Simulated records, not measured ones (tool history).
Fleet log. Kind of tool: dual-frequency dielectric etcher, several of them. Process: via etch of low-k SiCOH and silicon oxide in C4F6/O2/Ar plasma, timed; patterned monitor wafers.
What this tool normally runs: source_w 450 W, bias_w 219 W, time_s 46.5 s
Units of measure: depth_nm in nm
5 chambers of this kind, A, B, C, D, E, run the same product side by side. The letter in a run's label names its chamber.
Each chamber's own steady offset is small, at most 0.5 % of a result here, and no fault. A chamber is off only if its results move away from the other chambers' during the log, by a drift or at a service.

run,day,source_w,bias_w,time_s,"read-back reference wafer on the same gauge, depth_nm",depth_nm
1E,0.388,450,219,46.5,113.03,122.530
2D,0.692,450,219,46.5,113.07,122.940
3C,1.012,450,219,46.5,113.05,122.180
# day 1.275: chamber A: wet clean of the chamber
4A,1.296,450,219,46.5,112.99,122.290
5B,1.571,450,219,46.5,112.96,121.900
6B,1.808,450,199,46.5,113.03,118.430
7E,2.179,450,199,46.5,113.01,119.060
# day 2.388: chamber E: wet clean of the chamber
8C,2.504,450,199,46.5,113.07,118.720
9D,2.733,450,199,46.5,113.03,118.290
10A,3.071,450,199,46.5,113.00,118.690
11A,3.333,360,219,37.0,113.03,89.228
12B,3.683,360,219,37.0,113.00,88.446
13D,4.017,360,219,37.0,112.97,89.619
14E,4.238,360,219,37.0,112.94,89.191
15C,4.633,360,219,37.0,113.02,90.148
16A,4.962,450,219,46.5,113.09,121.720
17C,5.233,450,219,46.5,112.96,122.760
18D,5.575,450,219,46.5,112.98,123.420
19E,5.779,450,219,46.5,113.03,122.790
20B,6.162,450,219,46.5,113.00,121.830
21E,6.383,450,219,46.5,113.02,122.870
22B,6.633,450,219,46.5,112.92,121.400
23C,7.042,450,219,46.5,112.97,124.980
24A,7.362,450,219,46.5,113.02,123.040
25D,7.558,450,219,46.5,112.93,123.850
26D,7.767,450,219,46.5,113.00,123.050
27B,8.038,450,219,46.5,113.03,122.370
28A,8.354,450,219,46.5,113.03,122.740
29C,8.646,450,219,46.5,112.95,125.580
30E,9.021,450,219,46.5,112.93,122.260
31A,9.392,450,219,46.5,112.97,121.480
32E,9.633,450,219,46.5,112.95,122.610
# day 9.654: chamber B: wet clean of the chamber
33C,9.912,450,219,46.5,112.99,126.420
34B,10.175,450,219,46.5,113.06,121.310
35D,10.575,450,219,46.5,112.91,122.780
36C,10.783,450,219,46.5,113.00,126.130
37A,11.012,450,219,46.5,112.90,122.250
38E,11.342,450,219,46.5,112.96,121.950

For the next run the whole fleet of 5 chambers uses the same settings. Give each chamber's results:
39A,11.642,540,219,46.5,,?
39B,11.642,540,219,46.5,,?
39C,11.642,540,219,46.5,,?
39D,11.642,540,219,46.5,,?
39E,11.642,540,219,46.5,,?

run,depth_nm
39A,130.830
39B,131.100
39C,136.760
39D,132.070
39E,131.390
